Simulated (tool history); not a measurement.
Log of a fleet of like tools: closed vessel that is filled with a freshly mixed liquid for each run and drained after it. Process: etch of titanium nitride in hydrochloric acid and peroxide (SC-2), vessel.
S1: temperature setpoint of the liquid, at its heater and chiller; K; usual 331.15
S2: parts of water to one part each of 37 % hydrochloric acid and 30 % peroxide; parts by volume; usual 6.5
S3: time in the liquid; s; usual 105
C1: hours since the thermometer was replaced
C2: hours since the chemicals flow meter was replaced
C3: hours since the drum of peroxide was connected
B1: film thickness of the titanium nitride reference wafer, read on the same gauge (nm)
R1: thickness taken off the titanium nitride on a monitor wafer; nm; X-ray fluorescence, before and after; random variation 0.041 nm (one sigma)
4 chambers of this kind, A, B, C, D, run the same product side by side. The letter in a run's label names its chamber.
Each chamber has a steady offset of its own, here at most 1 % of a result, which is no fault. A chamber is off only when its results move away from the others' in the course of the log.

run,hour,S1,S2,S3,C1,C2,C3,B1,R1
1D,10.0,331.15,6.5,105,788.5,627.1,766.4,80.012,5.1447
2C,15.8,331.15,6.5,105,1291.0,118.2,662.7,80.002,5.0685
# hour 21.6: chamber B: new drum of peroxide connected
3A,22.1,331.15,6.5,105,51.6,1173.9,327.1,79.992,5.1149
4B,28.1,331.15,6.5,105,977.0,37.7,6.6,80.002,5.0902
5B,33.1,331.15,6.5,170,982.0,42.7,11.6,79.981,8.0503
6A,39.7,331.15,6.5,170,69.2,1191.5,344.7,79.995,8.3442
7C,50.1,331.15,6.5,170,1325.3,152.5,697.0,80.021,8.1689
8D,55.1,331.15,6.5,170,833.6,672.2,811.5,80.020,8.0275
9B,61.8,331.15,6.5,105,1010.7,71.4,40.3,80.012,5.0314
10C,67.4,331.15,6.5,105,1342.6,169.8,714.3,80.028,5.0069
11A,75.3,331.15,6.5,105,104.8,1227.1,380.3,80.027,5.0868
12D,83.2,331.15,6.5,105,861.7,700.3,839.6,80.026,5.0352
13D,92.1,331.15,6.5,105,870.6,709.2,848.5,80.060,5.1009
14A,100.2,331.15,6.5,105,129.7,1252.0,405.2,80.038,5.0814
15C,106.0,331.15,6.5,105,1381.2,208.4,752.9,79.985,5.0713
16B,114.7,331.15,6.5,105,1063.6,124.3,93.2,79.987,5.0296
17A,124.6,331.15,6.5,105,154.1,1276.4,429.6,79.962,5.0548
18D,130.4,331.15,6.5,105,908.9,747.5,886.8,80.010,5.0868
19B,136.7,331.15,6.5,105,1085.6,146.3,115.2,79.958,5.0762
20C,146.2,331.15,5.5,60,1421.4,248.6,793.1,80.009,3.2862
21C,155.3,331.15,5.5,60,1430.5,257.7,802.2,79.994,3.2733
22B,165.8,331.15,5.5,60,1114.7,175.4,144.3,79.962,3.2483
23D,171.1,331.15,5.5,60,949.6,788.2,927.5,79.969,3.2543
24A,176.4,331.15,6.5,105,205.9,1328.2,481.4,79.997,5.0954
25A,181.3,331.15,8.0,105,210.8,1333.1,486.3,80.007,4.3330
26C,191.3,331.15,8.0,105,1466.5,293.7,838.2,80.005,4.2742
27B,197.1,331.15,8.0,105,1146.0,206.7,175.6,79.984,4.3387
28D,204.6,331.15,8.0,105,983.1,821.7,961.0,80.026,4.3410
29D,212.3,331.15,6.5,105,990.8,829.4,968.7,79.976,5.0434
30B,219.7,331.15,6.5,105,1168.6,229.3,198.2,79.986,5.0552
31C,226.3,331.15,6.5,105,1501.5,328.7,873.2,79.995,5.0563
# hour 227.4: chamber D: new drum of peroxide connected
32A,232.5,331.15,6.5,105,262.0,1384.3,537.5,79.986,5.1419
33C,240.8,331.15,6.5,105,1516.0,343.2,887.7,79.978,5.0706
34B,250.8,331.15,5.0,105,1199.7,260.4,229.3,80.040,6.1394
35A,256.9,331.15,5.0,105,286.4,1408.7,561.9,79.952,6.2045
36D,261.5,331.15,5.0,105,1040.0,878.6,34.1,79.980,6.1205
37B,271.2,331.15,5.0,105,1220.1,280.8,249.7,80.035,6.0191
38C,281.4,331.15,6.5,105,1556.6,383.8,928.3,80.012,5.0767
39D,290.7,331.15,6.5,105,1069.2,907.8,63.3,79.956,5.0622
40A,297.9,331.15,6.5,105,327.4,1449.7,602.9,79.999,5.0764

All 4 chambers run these settings next. Forecast each chamber's results:
41A,305.5,331.15,6.5,105,,,,,?
41B,305.5,331.15,6.5,105,,,,,?
41C,305.5,331.15,6.5,105,,,,,?
41D,305.5,331.15,6.5,105,,,,,?

run,R1
41A,5.0070
41B,5.0623
41C,5.0597
41D,5.0447
